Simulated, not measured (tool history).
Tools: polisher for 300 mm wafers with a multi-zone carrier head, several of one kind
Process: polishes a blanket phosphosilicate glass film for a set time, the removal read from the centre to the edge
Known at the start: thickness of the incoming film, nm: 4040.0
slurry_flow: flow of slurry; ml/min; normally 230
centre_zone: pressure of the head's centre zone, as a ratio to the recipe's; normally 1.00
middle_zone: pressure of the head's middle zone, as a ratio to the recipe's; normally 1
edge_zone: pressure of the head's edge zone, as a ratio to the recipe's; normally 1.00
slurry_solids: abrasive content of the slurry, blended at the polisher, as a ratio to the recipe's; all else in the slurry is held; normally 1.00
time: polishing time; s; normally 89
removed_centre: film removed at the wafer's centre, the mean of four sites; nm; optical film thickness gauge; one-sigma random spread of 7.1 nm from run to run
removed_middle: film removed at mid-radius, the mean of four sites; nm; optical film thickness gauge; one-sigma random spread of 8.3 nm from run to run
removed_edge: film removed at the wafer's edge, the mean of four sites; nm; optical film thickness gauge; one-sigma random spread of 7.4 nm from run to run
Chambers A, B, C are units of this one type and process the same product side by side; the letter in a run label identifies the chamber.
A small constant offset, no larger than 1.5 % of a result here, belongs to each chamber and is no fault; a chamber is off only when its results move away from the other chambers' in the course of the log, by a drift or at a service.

run	day	slurry_flow	centre_zone	middle_zone	edge_zone	slurry_solids	time	removed_centre	removed_middle	removed_edge
# day 0.350: chamber B: worn pad replaced by a new one
# day 0.371: chamber C: worn pad replaced by a new one
1A	0.546	230	1.00	1	1.00	1.00	89	967.71	946.07	978.30
2C	0.962	230	1.00	1	1.00	1.00	89	958.83	956.95	963.36
3B	1.538	230	1.00	1	1.00	1.00	89	954.33	953.82	956.07
4C	1.875	230	1.00	1	1.00	1.00	89	951.45	956.69	952.60
5B	2.317	230	1.00	1	1.00	1.00	89	941.03	949.53	971.45
6A	2.671	230	1.00	1	1.00	1.00	89	965.60	942.53	960.71
# day 2.942: chamber A: centre zone pressure recalibrated
7B	3.075	230	1.00	1	1.00	1.00	89	953.21	958.55	964.11
# day 3.404: chamber A: edge zone pressure recalibrated
# day 3.696: chamber B: worn pad replaced by a new one
8C	3.696	230	1.00	1	1.00	1.25	89	1059.50	1038.70	1069.20
# day 3.896: chamber A: worn pad replaced by a new one
# day 3.988: chamber C: slurry nozzle cleaned
9A	4.025	230	1.00	1	1.00	1.25	89	1038.30	1034.40	1055.30
# day 4.525: chamber C: worn pad replaced by a new one
10B	4.671	230	1.00	1	1.00	1.25	89	1040.80	1057.80	1045.60
11A	5.142	230	1.00	1	1.00	1.00	67	709.49	717.48	728.74
# day 5.358: chamber B: slurry nozzle cleaned
12C	5.662	230	1.00	1	1.00	1.00	67	712.42	710.13	724.08
13C	6.233	230	1.00	1	1.00	1.00	67	721.21	721.99	714.53
14A	6.608	230	1.00	1	1.00	1.00	89	946.65	932.35	972.85
# day 7.008: chamber B: worn pad replaced by a new one
15B	7.288	230	1.00	1	1.00	1.00	89	932.18	947.44	961.68
16C	7.633	230	1.00	1	1.00	1.00	89	958.39	945.20	960.97
17A	8.092	230	1.00	1	1.00	1.00	89	955.90	942.77	974.08
# day 8.450: chamber C: worn pad replaced by a new one
18B	8.458	230	1.00	1	1.00	1.00	89	940.78	958.05	961.95
19C	9.112	230	1.00	1	1.00	1.00	89	940.01	959.70	951.92
20A	9.646	230	0.94	1	1.00	1.00	89	891.67	956.80	961.89
# day 9.850: chamber B: centre zone pressure recalibrated
21B	9.946	230	0.94	1	1.00	1.00	89	881.16	958.41	953.94
# day 10.204: chamber A: worn pad replaced by a new one
22A	10.388	230	0.94	1	1.00	1.00	89	887.42	941.86	962.53
# day 11.004: chamber B: worn pad replaced by a new one
23C	11.067	230	1.00	1	1.00	1.00	89	949.41	963.87	966.53
24B	11.500	230	1.00	1	1.00	1.00	89	955.24	960.60	952.41
# day 11.796: chamber C: worn pad replaced by a new one
25A	11.838	230	1.00	1	1.00	1.00	89	960.35	955.48	977.26
26C	12.483	230	1.00	1	1.00	1.00	89	948.80	950.55	969.85
# day 12.721: chamber B: slurry nozzle cleaned
27B	12.846	230	1.00	1	1.00	1.00	89	955.50	955.59	937.45
28A	13.146	230	1.00	1	1.00	1.00	89	950.24	962.15	979.43
29B	13.588	230	1.00	1	1.04	1.00	89	943.63	960.14	979.42
30C	14.196	230	1.00	1	1.04	1.00	89	948.13	953.25	981.53
# day 14.442: chamber B: worn pad replaced by a new one
31A	14.533	230	1.00	1	1.04	1.00	89	956.96	954.70	992.39
32B	14.975	230	1.00	1	1.00	1.00	89	951.23	948.30	950.84
33C	15.546	230	1.00	1	1.00	1.30	89	1076.00	1056.90	1075.80
# day 15.779: chamber C: worn pad replaced by a new one
34A	15.879	230	1.00	1	1.00	1.30	89	1067.10	1045.00	1090.00
35C	16.271	230	1.00	1	1.00	1.30	89	1069.10	1055.40	1085.70

Which is it: a chamber that has drifted or been left off by a service, a gauge drift common to all chambers, or only each chamber's usual small offset? If a chamber is off, name it and its likeliest cause.

No chamber stands off beyond its own small offset, and the gauge holds steady.

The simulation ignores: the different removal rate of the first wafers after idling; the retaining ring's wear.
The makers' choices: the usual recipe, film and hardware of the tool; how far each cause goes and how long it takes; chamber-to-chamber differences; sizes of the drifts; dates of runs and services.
